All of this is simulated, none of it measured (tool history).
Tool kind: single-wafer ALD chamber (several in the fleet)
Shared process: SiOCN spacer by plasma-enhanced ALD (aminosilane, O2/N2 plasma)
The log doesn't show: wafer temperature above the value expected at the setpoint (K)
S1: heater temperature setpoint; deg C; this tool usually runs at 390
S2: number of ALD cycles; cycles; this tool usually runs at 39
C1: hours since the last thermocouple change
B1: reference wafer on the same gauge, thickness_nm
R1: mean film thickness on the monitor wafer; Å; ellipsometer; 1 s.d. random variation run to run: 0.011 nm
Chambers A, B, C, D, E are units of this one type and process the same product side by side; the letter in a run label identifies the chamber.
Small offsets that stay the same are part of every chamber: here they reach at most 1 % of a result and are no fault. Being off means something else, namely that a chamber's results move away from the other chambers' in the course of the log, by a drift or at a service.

run   hour   S1  S2      C1      B1      R1
 1B   10.0  390  39   189.4  2.6012  23.673
 2A   15.7  390  39  2229.4  2.5985  23.679
 3C   24.3  390  39  1098.4  2.6002  23.381
 4D   30.7  390  39   411.3  2.5979  23.436
 5E   41.3  398  32   992.0  2.6016  19.275
 6D   48.9  398  32   429.5  2.6003  19.329
 7B   55.8  398  32   235.2  2.5988  19.330
 8C   65.9  398  32  1140.0  2.5996  19.339
 9E   74.3  398  32  1025.0  2.6015  19.135
10A   79.8  390  39  2293.5  2.6013  23.543
11A   86.6  390  39  2300.3  2.6019  23.535
12C   92.3  390  39  1166.4  2.6021  23.438
13B   98.5  390  39   277.9  2.5990  23.698
14D  104.6  390  39   485.2  2.6006  23.554
15E  114.8  390  39  1065.5  2.5989  23.593
16D  120.3  397  43   500.9  2.6008  25.883
17E  127.7  397  43  1078.4  2.6034  25.739
     132.8  -- chamber A: thermocouple changed; heater temperature recalibrated
18A  136.4  397  43     3.6  2.5998  26.050
19B  144.0  397  43   323.4  2.5978  26.198
20C  154.8  397  43  1228.9  2.5979  25.747
21C  166.7  390  39  1240.8  2.6011  23.462
22A  175.3  390  39    42.5  2.6001  23.684
23D  182.1  390  39   562.7  2.5970  23.462
24B  188.8  390  39   368.2  2.6003  23.649
25E  199.5  390  39  1150.2  2.5990  23.455
26C  209.1  390  39  1283.2  2.5993  23.636
27B  219.0  390  39   398.4  2.5976  23.610
28A  229.6  390  39    96.8  2.5998  23.488
29D  235.4  390  39   616.0  2.6020  23.476
30E  243.1  390  39  1193.8  2.5976  23.408
31A  248.6  390  39   115.8  2.6008  23.723
32B  256.8  390  39   436.2  2.6018  23.766
33E  264.2  390  39  1214.9  2.6006  23.397
34D  275.5  390  39   656.1  2.6002  23.523
35C  283.5  390  39  1357.6  2.6013  23.479
36B  290.0  390  39   469.4  2.5990  23.617
37E  296.3  390  39  1247.0  2.5998  23.493
38D  304.5  390  39   685.1  2.6009  23.408
39A  313.0  390  39   180.2  2.5978  23.525

Next, all 5 chambers run the settings below, one line each with question marks for the results. What does each chamber give?
40A  321.6  390  45           ?
40B  321.6  390  45           ?
40C  321.6  390  45           ?
40D  321.6  390  45           ?
40E  321.6  390  45           ?

run      R1
40A  27.330
40B  27.422
40C  27.242
40D  27.338
40E  26.975
